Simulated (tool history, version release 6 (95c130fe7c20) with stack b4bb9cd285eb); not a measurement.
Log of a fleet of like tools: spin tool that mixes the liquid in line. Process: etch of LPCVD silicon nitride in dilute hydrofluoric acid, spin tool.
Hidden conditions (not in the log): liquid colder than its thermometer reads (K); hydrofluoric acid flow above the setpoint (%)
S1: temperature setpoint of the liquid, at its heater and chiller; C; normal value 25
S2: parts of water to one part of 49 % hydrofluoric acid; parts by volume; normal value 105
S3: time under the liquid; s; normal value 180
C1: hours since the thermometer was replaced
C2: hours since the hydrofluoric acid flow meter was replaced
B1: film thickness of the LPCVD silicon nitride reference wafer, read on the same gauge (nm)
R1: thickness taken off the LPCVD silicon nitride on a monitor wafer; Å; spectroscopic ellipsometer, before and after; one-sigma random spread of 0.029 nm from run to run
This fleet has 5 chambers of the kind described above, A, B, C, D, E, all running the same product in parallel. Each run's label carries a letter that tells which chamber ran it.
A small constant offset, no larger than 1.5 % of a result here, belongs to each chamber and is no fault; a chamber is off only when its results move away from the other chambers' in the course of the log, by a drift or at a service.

| run | day | S1 | S2 | S3 | C1 | C2 | B1 | R1 |
|---|---|---|---|---|---|---|---|---|
| 1B | 0.317 | 25 | 105 | 180 | 281.0 | 194.2 | 39.981 | 7.9450 |
| 2C | 0.938 | 25 | 105 | 180 | 329.8 | 996.7 | 40.015 | 7.6793 |
| 3E | 1.329 | 25 | 105 | 180 | 168.2 | 1488.4 | 40.029 | 8.3538 |
| 4D | 1.817 | 25 | 105 | 180 | 1689.4 | 214.4 | 39.988 | 7.6887 |
| 5A | 2.458 | 25 | 105 | 180 | 870.8 | 771.2 | 39.965 | 8.1197 |
| 6B | 3.092 | 22 | 105 | 180 | 347.6 | 260.8 | 40.038 | 6.7653 |
| 7E | 3.538 | 22 | 105 | 180 | 221.2 | 1541.4 | 39.996 | 6.2511 |
| 8A | 4.025 | 22 | 105 | 180 | 908.4 | 808.8 | 39.961 | 7.0004 |
| 9D | 4.517 | 22 | 105 | 180 | 1754.2 | 279.2 | 40.017 | 6.3472 |
| 10C | 5.004 | 22 | 105 | 180 | 427.4 | 1094.3 | 39.995 | 6.7025 |
| 11B | 5.350 | 25 | 105 | 180 | 401.8 | 315.0 | 40.001 | 8.2368 |
| 12E | 5.896 | 25 | 105 | 180 | 277.8 | 1598.0 | 39.994 | 8.0374 |
| 13C | 6.379 | 25 | 105 | 180 | 460.4 | 1127.3 | 40.005 | 7.6825 |
| 14A | 7.008 | 25 | 105 | 180 | 980.0 | 880.4 | 39.985 | 7.4857 |
| 15D | 7.529 | 25 | 105 | 180 | 1826.5 | 351.5 | 39.989 | 8.1589 |
| 16B | 8.125 | 25 | 105 | 180 | 468.4 | 381.6 | 39.963 | 8.1193 |
| 17A | 8.462 | 25 | 105 | 180 | 1014.9 | 915.3 | 40.001 | 7.6535 |
| 18C | 9.029 | 25 | 105 | 180 | 524.0 | 1190.9 | 40.000 | 8.1329 |
| 19D | 9.562 | 22 | 105 | 270 | 1875.3 | 400.3 | 39.993 | 9.3404 |
| 20E | 10.100 | 22 | 105 | 270 | 378.7 | 1698.9 | 40.020 | 10.3340 |
| 21A | 10.592 | 22 | 105 | 270 | 1066.0 | 966.4 | 40.000 | 9.3640 |
| 22D | 10.875 | 22 | 105 | 270 | 1906.8 | 431.8 | 40.024 | 9.6983 |
| 23B | 11.404 | 22 | 105 | 270 | 547.1 | 460.3 | 40.041 | 9.3011 |
| 24E | 11.762 | 25 | 105 | 180 | 418.6 | 1738.8 | 40.002 | 7.8160 |
| 25C | 12.362 | 25 | 80 | 100 | 604.0 | 1270.9 | 39.991 | 5.6931 |
| 26D | 12.688 | 25 | 80 | 100 | 1950.3 | 475.3 | 39.969 | 5.3251 |
| 27C | 13.054 | 25 | 80 | 100 | 620.6 | 1287.5 | 39.986 | 5.9525 |
|  | 13.062 | chamber C: hydrofluoric acid flow meter replaced |
| 28B | 13.350 | 25 | 80 | 100 | 593.8 | 507.0 | 39.997 | 5.6072 |
| 29E | 13.742 | 25 | 80 | 100 | 466.1 | 1786.3 | 39.990 | 6.0053 |
| 30A | 14.367 | 25 | 125 | 180 | 1156.6 | 1057.0 | 40.010 | 7.0023 |
| 31A | 14.912 | 25 | 125 | 180 | 1169.7 | 1070.1 | 40.022 | 6.6599 |
| 32B | 15.546 | 25 | 125 | 180 | 646.5 | 559.7 | 39.996 | 6.2925 |
|  | 15.692 | chamber D: hydrofluoric acid flow meter replaced |
| 33C | 16.138 | 25 | 125 | 180 | 694.6 | 73.9 | 40.008 | 7.1213 |
| 34D | 16.758 | 25 | 125 | 180 | 2048.0 | 25.6 | 40.006 | 6.9895 |

Each of the 5 chambers runs these same settings next. Fill in every chamber's results:
| 35A | 17.221 | 25 | 105 | 280 |  |  |  | ? |
| 35B | 17.221 | 25 | 105 | 280 |  |  |  | ? |
| 35C | 17.221 | 25 | 105 | 280 |  |  |  | ? |
| 35D | 17.221 | 25 | 105 | 280 |  |  |  | ? |
| 35E | 17.221 | 25 | 105 | 280 |  |  |  | ? |

| run | R1 |
|---|---|
| 35A | 12.4690 |
| 35B | 12.5520 |
| 35C | 12.4000 |
| 35D | 12.3350 |
| 35E | 11.8620 |
